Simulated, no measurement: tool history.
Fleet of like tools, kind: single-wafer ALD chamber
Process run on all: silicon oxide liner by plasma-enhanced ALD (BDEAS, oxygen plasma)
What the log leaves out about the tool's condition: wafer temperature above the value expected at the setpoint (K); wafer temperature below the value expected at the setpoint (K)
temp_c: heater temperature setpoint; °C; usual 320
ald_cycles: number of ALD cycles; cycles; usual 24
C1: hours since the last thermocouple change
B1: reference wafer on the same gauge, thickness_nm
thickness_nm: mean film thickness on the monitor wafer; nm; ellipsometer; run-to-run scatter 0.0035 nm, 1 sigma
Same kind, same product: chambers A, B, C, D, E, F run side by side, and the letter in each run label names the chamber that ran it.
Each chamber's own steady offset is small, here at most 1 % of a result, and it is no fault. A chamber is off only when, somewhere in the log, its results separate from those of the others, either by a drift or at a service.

{"run": "1B", "hour": 10.8, "temp_c": 320, "ald_cycles": 24, "C1": 938.3, "B1": 2.2898, "thickness_nm": 2.1566}
{"run": "2D", "hour": 23.7, "temp_c": 320, "ald_cycles": 24, "C1": 2211.9, "B1": 2.2882, "thickness_nm": 2.1693}
{"run": "3C", "hour": 35.4, "temp_c": 320, "ald_cycles": 24, "C1": 1156.5, "B1": 2.2886, "thickness_nm": 2.1672}
{"run": "4F", "hour": 43.4, "temp_c": 320, "ald_cycles": 24, "C1": 909.8, "B1": 2.2877, "thickness_nm": 2.1677}
{"run": "5E", "hour": 54.5, "temp_c": 320, "ald_cycles": 24, "C1": 632.6, "B1": 2.2891, "thickness_nm": 2.1887}
{"run": "6A", "hour": 63.9, "temp_c": 320, "ald_cycles": 24, "C1": 1007.6, "B1": 2.2865, "thickness_nm": 2.1619}
{"run": "7E", "hour": 77.2, "temp_c": 320, "ald_cycles": 24, "C1": 655.3, "B1": 2.2874, "thickness_nm": 2.1847}
{"run": "8A", "hour": 84.4, "temp_c": 320, "ald_cycles": 24, "C1": 1028.1, "B1": 2.2866, "thickness_nm": 2.1628}
{"run": "9D", "hour": 91.0, "temp_c": 320, "ald_cycles": 24, "C1": 2279.2, "B1": 2.2858, "thickness_nm": 2.1675}
{"run": "10F", "hour": 97.4, "temp_c": 320, "ald_cycles": 24, "C1": 963.8, "B1": 2.2865, "thickness_nm": 2.1609}
{"run": "11C", "hour": 106.9, "temp_c": 320, "ald_cycles": 24, "C1": 1228.0, "B1": 2.2852, "thickness_nm": 2.1679}
{"run": "12B", "hour": 116.7, "temp_c": 320, "ald_cycles": 24, "C1": 1044.2, "B1": 2.2857, "thickness_nm": 2.1579}
{"run": "13C", "hour": 126.4, "temp_c": 313, "ald_cycles": 24, "C1": 1247.5, "B1": 2.2848, "thickness_nm": 2.1832}
{"run": "14B", "hour": 136.1, "temp_c": 313, "ald_cycles": 24, "C1": 1063.6, "B1": 2.2846, "thickness_nm": 2.1749}
{"run": "15A", "hour": 145.0, "temp_c": 313, "ald_cycles": 24, "C1": 1088.7, "B1": 2.2842, "thickness_nm": 2.1773}
{"run": "16F", "hour": 157.3, "temp_c": 313, "ald_cycles": 24, "C1": 1023.7, "B1": 2.2833, "thickness_nm": 2.1884}
{"run": "17E", "hour": 163.6, "temp_c": 313, "ald_cycles": 24, "C1": 741.7, "B1": 2.2835, "thickness_nm": 2.196}
{"run": "18D", "hour": 172.8, "temp_c": 313, "ald_cycles": 24, "C1": 2361.0, "B1": 2.2835, "thickness_nm": 2.1814}
{"run": "19A", "hour": 181.9, "temp_c": 320, "ald_cycles": 24, "C1": 1125.6, "B1": 2.2821, "thickness_nm": 2.1519}
{"run": "20D", "hour": 194.6, "temp_c": 320, "ald_cycles": 24, "C1": 2382.8, "B1": 2.2813, "thickness_nm": 2.1665}
{"run": "21B", "hour": 205.7, "temp_c": 320, "ald_cycles": 24, "C1": 1133.2, "B1": 2.2808, "thickness_nm": 2.1489}
{"run": "22E", "hour": 219.1, "temp_c": 320, "ald_cycles": 24, "C1": 797.2, "B1": 2.2804, "thickness_nm": 2.1726}
{"run": "23C", "hour": 225.3, "temp_c": 320, "ald_cycles": 24, "C1": 1346.4, "B1": 2.281, "thickness_nm": 2.1672}
{"hour": 231.3, "done": "chamber B: thermocouple changed; heater temperature recalibrated"}
{"run": "24F", "hour": 233.7, "temp_c": 320, "ald_cycles": 24, "C1": 1100.1, "B1": 2.2805, "thickness_nm": 2.1655}
{"run": "25F", "hour": 241.9, "temp_c": 311, "ald_cycles": 26, "C1": 1108.3, "B1": 2.2792, "thickness_nm": 2.373}
{"hour": 245.9, "done": "chamber D: thermocouple changed; heater temperature recalibrated"}
{"run": "26D", "hour": 253.4, "temp_c": 311, "ald_cycles": 26, "C1": 7.5, "B1": 2.2802, "thickness_nm": 2.3703}
{"run": "27A", "hour": 265.7, "temp_c": 311, "ald_cycles": 26, "C1": 1209.4, "B1": 2.2782, "thickness_nm": 2.3584}
{"run": "28B", "hour": 276.1, "temp_c": 311, "ald_cycles": 26, "C1": 44.9, "B1": 2.2789, "thickness_nm": 2.3549}
{"run": "29E", "hour": 285.6, "temp_c": 311, "ald_cycles": 26, "C1": 863.7, "B1": 2.2773, "thickness_nm": 2.3832}
{"run": "30C", "hour": 296.2, "temp_c": 311, "ald_cycles": 26, "C1": 1417.3, "B1": 2.2779, "thickness_nm": 2.3699}
{"run": "31A", "hour": 308.8, "temp_c": 320, "ald_cycles": 24, "C1": 1252.5, "B1": 2.277, "thickness_nm": 2.1525}
{"run": "32E", "hour": 314.6, "temp_c": 320, "ald_cycles": 24, "C1": 892.7, "B1": 2.2779, "thickness_nm": 2.1663}
{"hour": 315.1, "done": "chamber C: thermocouple changed; heater temperature recalibrated"}
{"run": "33C", "hour": 327.7, "temp_c": 320, "ald_cycles": 24, "C1": 12.6, "B1": 2.277, "thickness_nm": 2.1568}
{"run": "34B", "hour": 340.3, "temp_c": 313, "ald_cycles": 26, "C1": 109.1, "B1": 2.2753, "thickness_nm": 2.3501}
{"run": "35D", "hour": 347.5, "temp_c": 313, "ald_cycles": 26, "C1": 101.6, "B1": 2.2751, "thickness_nm": 2.356}
{"run": "36F", "hour": 355.3, "temp_c": 313, "ald_cycles": 26, "C1": 1221.7, "B1": 2.2751, "thickness_nm": 2.3641}

Is one chamber off against the others, does the gauge drift, or is nothing wrong? If a chamber is off, say which, and what the likeliest cause is.

The gauge drifts, so all chambers seem to drift together. No chamber is off.
Likeliest cause: gauge reads low (%) = 0.659.
